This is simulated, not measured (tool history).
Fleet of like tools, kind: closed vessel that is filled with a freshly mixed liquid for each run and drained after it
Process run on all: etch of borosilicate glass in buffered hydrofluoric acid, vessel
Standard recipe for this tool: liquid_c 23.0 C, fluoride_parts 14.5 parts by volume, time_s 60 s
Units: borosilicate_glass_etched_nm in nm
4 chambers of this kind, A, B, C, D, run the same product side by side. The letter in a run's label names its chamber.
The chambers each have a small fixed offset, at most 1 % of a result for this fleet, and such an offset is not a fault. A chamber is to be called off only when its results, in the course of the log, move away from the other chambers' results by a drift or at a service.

run	hour	liquid_c	fluoride_parts	time_s	hours since the thermometer was replaced	hours since the hydrofluoric acid flow meter was replaced	read-back film thickness of the borosilicate glass reference wafer, read on the same gauge (nm)	borosilicate_glass_etched_nm
1D	7.3	23.0	14.5	60	210.8	58.5	49.997	49.218
2C	16.7	23.0	14.5	60	1448.5	254.6	49.981	49.507
3B	21.1	23.0	14.5	60	1474.6	1745.4	49.995	49.114
4A	26.8	23.0	14.5	60	821.0	819.6	49.992	48.743
# hour 31.6: chamber A: hydrofluoric acid flow meter replaced
5B	36.3	23.0	17.0	45	1489.8	1760.6	50.011	31.307
6D	43.3	23.0	17.0	45	246.8	94.5	49.961	31.655
7A	49.3	23.0	17.0	45	843.5	17.7	49.996	31.286
8C	55.9	23.0	17.0	45	1487.7	293.8	49.967	31.850
9A	61.1	23.0	14.5	60	855.3	29.5	49.996	48.990
10C	69.7	23.0	14.5	60	1501.5	307.6	49.993	49.820
11D	78.4	23.0	14.5	60	281.9	129.6	50.009	49.533
12B	86.9	23.0	11.5	80	1540.4	1811.2	49.992	81.786
13C	96.4	23.0	11.5	80	1528.2	334.3	49.991	82.640
14B	104.8	23.0	11.5	80	1558.3	1829.1	49.974	82.490
15A	113.0	23.0	11.5	80	907.2	81.4	50.029	82.229
16D	120.9	23.0	14.5	60	324.4	172.1	50.030	49.824
17A	128.3	23.0	14.5	60	922.5	96.7	49.985	48.832
18C	136.4	23.0	14.5	60	1568.2	374.3	49.992	49.332
19B	144.5	23.0	9.5	85	1598.0	1868.8	50.034	102.560
20D	151.4	23.0	9.5	85	354.9	202.6	49.993	106.310
21D	159.1	23.0	9.5	85	362.6	210.3	49.993	105.790
22B	166.0	23.0	9.5	85	1619.5	1890.3	50.000	102.570
23C	173.7	23.0	14.5	60	1605.5	411.6	50.013	49.746
24A	178.8	23.0	14.5	60	973.0	147.2	50.002	48.674
25D	183.7	23.0	14.5	60	387.2	234.9	49.998	50.473
26C	192.6	23.0	14.5	60	1624.4	430.5	49.997	49.387
27B	199.7	23.0	14.5	60	1653.2	1924.0	49.963	48.801
28A	206.7	23.0	14.5	60	1000.9	175.1	49.993	48.899
29A	213.6	23.0	14.5	60	1007.8	182.0	50.005	48.798

Decide between three cases: one chamber stands off from its peers, the gauge reading all wafers drifts, or nothing is wrong past each chamber's small offset. Where a chamber is off, say which and what most likely put it there.

Chamber D drifts away from the others.
Most likely cause: liquid hotter than its thermometer reads (K) = 0.496.
The log may not separate it from: hydrofluoric acid flow above the setpoint (%).

Chamber D could run next with any of the 4 candidate recipes listed below; each alters the usual settings, and their results appear as question marks. Which one brings its results back in line with what the other chambers deliver on the usual settings?
A result is in line if it is within this distance of the other chambers' mean on the usual settings: borosilicate_glass_etched_nm 0.670 nm
30D-1	220.7	23.0	15.0	60				?
30D-2	220.7	23.0	13.5	60				?
30D-3	220.7	23.0	14.0	60				?
30D-4	220.7	23.0	15.5	60				?

Other chambers, usual settings, mean: borosilicate_glass_etched_nm 49.093 nm
run	borosilicate_glass_etched_nm
30D-1	49.159
30D-2	54.635
30D-3	52.680
30D-4	47.568
30D-1 brings the chamber back in line.
